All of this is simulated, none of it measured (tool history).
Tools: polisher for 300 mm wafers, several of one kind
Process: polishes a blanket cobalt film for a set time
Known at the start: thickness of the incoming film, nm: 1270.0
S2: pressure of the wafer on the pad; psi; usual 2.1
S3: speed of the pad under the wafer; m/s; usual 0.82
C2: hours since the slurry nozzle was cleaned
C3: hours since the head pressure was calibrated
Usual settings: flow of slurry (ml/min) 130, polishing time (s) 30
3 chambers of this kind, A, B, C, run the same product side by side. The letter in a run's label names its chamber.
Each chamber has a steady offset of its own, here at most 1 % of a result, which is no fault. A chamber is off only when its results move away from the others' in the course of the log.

run 1B hour=3.2 | flow_of_slurry_(ml/min)=130 S2=2.1 S3=0.82 polishing_time_(s)=30 | wafers_polished_on_this_pad=621 C2=508.1 C3=36.3 | film_removed_(nm)=141.14
-- hour=6 chamber A: worn pad replaced by a new one
run 2C hour=6.7 | flow_of_slurry_(ml/min)=130 S2=2.1 S3=0.82 polishing_time_(s)=30 | wafers_polished_on_this_pad=141 C2=153.4 C3=397.8 | film_removed_(nm)=134.29
run 3A hour=10.3 | flow_of_slurry_(ml/min)=130 S2=2.1 S3=0.82 polishing_time_(s)=30 | wafers_polished_on_this_pad=61 C2=72.2 C3=309.5 | film_removed_(nm)=135.92
run 4A hour=13.5 | flow_of_slurry_(ml/min)=130 S2=2.1 S3=0.82 polishing_time_(s)=30 | wafers_polished_on_this_pad=105 C2=75.4 C3=312.7 | film_removed_(nm)=136.29
run 5C hour=18.3 | flow_of_slurry_(ml/min)=130 S2=2.1 S3=0.82 polishing_time_(s)=30 | wafers_polished_on_this_pad=303 C2=165 C3=409.4 | film_removed_(nm)=135.26
run 6B hour=23.3 | flow_of_slurry_(ml/min)=130 S2=2.1 S3=0.6 polishing_time_(s)=30 | wafers_polished_on_this_pad=901 C2=528.2 C3=56.4 | film_removed_(nm)=97.583
run 7B hour=25.7 | flow_of_slurry_(ml/min)=130 S2=2.1 S3=0.6 polishing_time_(s)=30 | wafers_polished_on_this_pad=935 C2=530.6 C3=58.8 | film_removed_(nm)=100.24
run 8A hour=31.2 | flow_of_slurry_(ml/min)=130 S2=2.1 S3=0.6 polishing_time_(s)=30 | wafers_polished_on_this_pad=352 C2=93.1 C3=330.4 | film_removed_(nm)=99.741
run 9C hour=35.7 | flow_of_slurry_(ml/min)=130 S2=2.1 S3=0.82 polishing_time_(s)=30 | wafers_polished_on_this_pad=545 C2=182.4 C3=426.8 | film_removed_(nm)=134.14
-- hour=36 chamber C: head pressure recalibrated
run 10A hour=40.6 | flow_of_slurry_(ml/min)=130 S2=2.1 S3=0.82 polishing_time_(s)=30 | wafers_polished_on_this_pad=483 C2=102.5 C3=339.8 | film_removed_(nm)=136.08
run 11C hour=44.4 | flow_of_slurry_(ml/min)=130 S2=2.1 S3=0.82 polishing_time_(s)=36 | wafers_polished_on_this_pad=667 C2=191.1 C3=8.4 | film_removed_(nm)=167.18
run 12B hour=49.9 | flow_of_slurry_(ml/min)=130 S2=2.1 S3=0.82 polishing_time_(s)=36 | wafers_polished_on_this_pad=1272 C2=554.8 C3=83 | film_removed_(nm)=163.44
run 13B hour=53.7 | flow_of_slurry_(ml/min)=130 S2=2.1 S3=0.82 polishing_time_(s)=36 | wafers_polished_on_this_pad=1325 C2=558.6 C3=86.8 | film_removed_(nm)=161.08
-- hour=57 chamber A: worn pad replaced by a new one
run 14A hour=57.1 | flow_of_slurry_(ml/min)=130 S2=2.1 S3=0.82 polishing_time_(s)=30 | wafers_polished_on_this_pad=1 C2=119 C3=356.3 | film_removed_(nm)=135.11
run 15C hour=59.6 | flow_of_slurry_(ml/min)=130 S2=2.1 S3=0.82 polishing_time_(s)=30 | wafers_polished_on_this_pad=879 C2=206.3 C3=23.6 | film_removed_(nm)=136.28
-- hour=61.2 chamber B: worn pad replaced by a new one
run 16B hour=63.6 | flow_of_slurry_(ml/min)=130 S2=2.1 S3=0.82 polishing_time_(s)=30 | wafers_polished_on_this_pad=34 C2=568.5 C3=96.7 | film_removed_(nm)=135.96
run 17A hour=66.4 | flow_of_slurry_(ml/min)=130 S2=2.1 S3=0.82 polishing_time_(s)=30 | wafers_polished_on_this_pad=131 C2=128.3 C3=365.6 | film_removed_(nm)=130.64
run 18C hour=69.2 | flow_of_slurry_(ml/min)=130 S2=2.1 S3=0.82 polishing_time_(s)=30 | wafers_polished_on_this_pad=1013 C2=215.9 C3=33.2 | film_removed_(nm)=134.68
run 19A hour=74.8 | flow_of_slurry_(ml/min)=130 S2=2.1 S3=0.82 polishing_time_(s)=30 | wafers_polished_on_this_pad=248 C2=136.7 C3=374 | film_removed_(nm)=130.23
-- hour=74.9 chamber C: worn pad replaced by a new one
run 20C hour=77.9 | flow_of_slurry_(ml/min)=130 S2=2.1 S3=0.82 polishing_time_(s)=30 | wafers_polished_on_this_pad=42 C2=224.6 C3=41.9 | film_removed_(nm)=135.03
run 21B hour=83.1 | flow_of_slurry_(ml/min)=130 S2=2.1 S3=0.82 polishing_time_(s)=30 | wafers_polished_on_this_pad=306 C2=588 C3=116.2 | film_removed_(nm)=139.32
run 22A hour=86.8 | flow_of_slurry_(ml/min)=130 S2=2.1 S3=0.82 polishing_time_(s)=30 | wafers_polished_on_this_pad=415 C2=148.7 C3=386 | film_removed_(nm)=129.04
run 23B hour=91.8 | flow_of_slurry_(ml/min)=130 S2=2.1 S3=0.82 polishing_time_(s)=30 | wafers_polished_on_this_pad=428 C2=596.7 C3=124.9 | film_removed_(nm)=139.28
run 24C hour=94.6 | flow_of_slurry_(ml/min)=130 S2=2.1 S3=0.82 polishing_time_(s)=30 | wafers_polished_on_this_pad=275 C2=241.3 C3=58.6 | film_removed_(nm)=139.45
run 25B hour=97.2 | flow_of_slurry_(ml/min)=130 S2=2.1 S3=0.82 polishing_time_(s)=30 | wafers_polished_on_this_pad=503 C2=602.1 C3=130.3 | film_removed_(nm)=137.5
run 26A hour=101.2 | flow_of_slurry_(ml/min)=130 S2=2.1 S3=0.82 polishing_time_(s)=30 | wafers_polished_on_this_pad=616 C2=163.1 C3=400.4 | film_removed_(nm)=132.2
run 27C hour=106.5 | flow_of_slurry_(ml/min)=130 S2=2.1 S3=0.82 polishing_time_(s)=30 | wafers_polished_on_this_pad=440 C2=253.2 C3=70.5 | film_removed_(nm)=136.97
run 28C hour=110.3 | flow_of_slurry_(ml/min)=130 S2=2.1 S3=0.82 polishing_time_(s)=30 | wafers_polished_on_this_pad=493 C2=257 C3=74.3 | film_removed_(nm)=138.24
-- hour=110.4 chamber A: worn pad replaced by a new one
run 29A hour=113.2 | flow_of_slurry_(ml/min)=130 S2=2.1 S3=0.92 polishing_time_(s)=23 | wafers_polished_on_this_pad=40 C2=175.1 C3=412.4 | film_removed_(nm)=107.84
run 30B hour=115.8 | flow_of_slurry_(ml/min)=130 S2=2.1 S3=0.92 polishing_time_(s)=23 | wafers_polished_on_this_pad=762 C2=620.7 C3=148.9 | film_removed_(nm)=118.74
run 31A hour=120.7 | flow_of_slurry_(ml/min)=130 S2=2.1 S3=0.92 polishing_time_(s)=23 | wafers_polished_on_this_pad=144 C2=182.6 C3=419.9 | film_removed_(nm)=110.15
run 32B hour=125.8 | flow_of_slurry_(ml/min)=130 S2=2.1 S3=0.82 polishing_time_(s)=30 | wafers_polished_on_this_pad=902 C2=630.7 C3=158.9 | film_removed_(nm)=134.61
run 33C hour=131.4 | flow_of_slurry_(ml/min)=130 S2=2.1 S3=0.82 polishing_time_(s)=30 | wafers_polished_on_this_pad=788 C2=278.1 C3=95.4 | film_removed_(nm)=136.76
run 34B hour=136.3 | flow_of_slurry_(ml/min)=130 S2=1.5 S3=0.82 polishing_time_(s)=35 | wafers_polished_on_this_pad=1048 C2=641.2 C3=169.4 | film_removed_(nm)=114.78
run 35C hour=139.8 | flow_of_slurry_(ml/min)=130 S2=1.5 S3=0.82 polishing_time_(s)=35 | wafers_polished_on_this_pad=905 C2=286.5 C3=103.8 | film_removed_(nm)=113.39
run 36A hour=144.4 | flow_of_slurry_(ml/min)=130 S2=1.5 S3=0.82 polishing_time_(s)=35 | wafers_polished_on_this_pad=475 C2=206.3 C3=443.6 | film_removed_(nm)=103.58
run 37A hour=148.1 | flow_of_slurry_(ml/min)=130 S2=2.1 S3=0.82 polishing_time_(s)=30 | wafers_polished_on_this_pad=526 C2=210 C3=447.3 | film_removed_(nm)=123.13
-- hour=150.5 chamber C: slurry nozzle cleaned
run 38B hour=152.4 | flow_of_slurry_(ml/min)=130 S2=2.1 S3=0.82 polishing_time_(s)=30 | wafers_polished_on_this_pad=1272 C2=657.3 C3=185.5 | film_removed_(nm)=138.36
run 39C hour=157.9 | flow_of_slurry_(ml/min)=130 S2=2.1 S3=0.82 polishing_time_(s)=30 | wafers_polished_on_this_pad=1157 C2=7.5 C3=121.9 | film_removed_(nm)=136.72
run 40A hour=162.4 | flow_of_slurry_(ml/min)=130 S2=2.1 S3=0.82 polishing_time_(s)=30 | wafers_polished_on_this_pad=726 C2=224.3 C3=461.6 | film_removed_(nm)=120.94

Is one chamber off against the others, does the gauge drift, or is nothing wrong? If a chamber is off, say which, and what the likeliest cause is.

Chamber A drifts away from the others.
Cause: slurry flow missing at the pad, % = 37.7.
The log may not tell that from: head's pressure below its setpoint, %.

Here are 4 candidates for chamber A's next run, each the usual settings with a change, their results left as question marks. Which one brings its results back in line with what the others give on the usual settings?
In line means no further than this from the other chambers' mean on the usual settings: film removed (nm) 6.8
run 41A-1 hour=166.4 | flow_of_slurry_(ml/min)=130 S2=2.1 S3=0.82 polishing_time_(s)=38 | film_removed_(nm)=?
run 41A-2 hour=166.4 | flow_of_slurry_(ml/min)=125 S2=2 S3=0.76 polishing_time_(s)=28 | film_removed_(nm)=?
run 41A-3 hour=166.4 | flow_of_slurry_(ml/min)=130 S2=2.1 S3=0.86 polishing_time_(s)=32 | film_removed_(nm)=?
run 41A-4 hour=166.4 | flow_of_slurry_(ml/min)=125 S2=2 S3=0.76 polishing_time_(s)=30 | film_removed_(nm)=?

The other chambers' mean on the usual settings: film removed (nm) 135.67
run=41A-1 film_removed_(nm)=152.85
run=41A-2 film_removed_(nm)=98.27
run=41A-3 film_removed_(nm)=134.96
run=41A-4 film_removed_(nm)=105.29
41A-3 brings the chamber back in line.

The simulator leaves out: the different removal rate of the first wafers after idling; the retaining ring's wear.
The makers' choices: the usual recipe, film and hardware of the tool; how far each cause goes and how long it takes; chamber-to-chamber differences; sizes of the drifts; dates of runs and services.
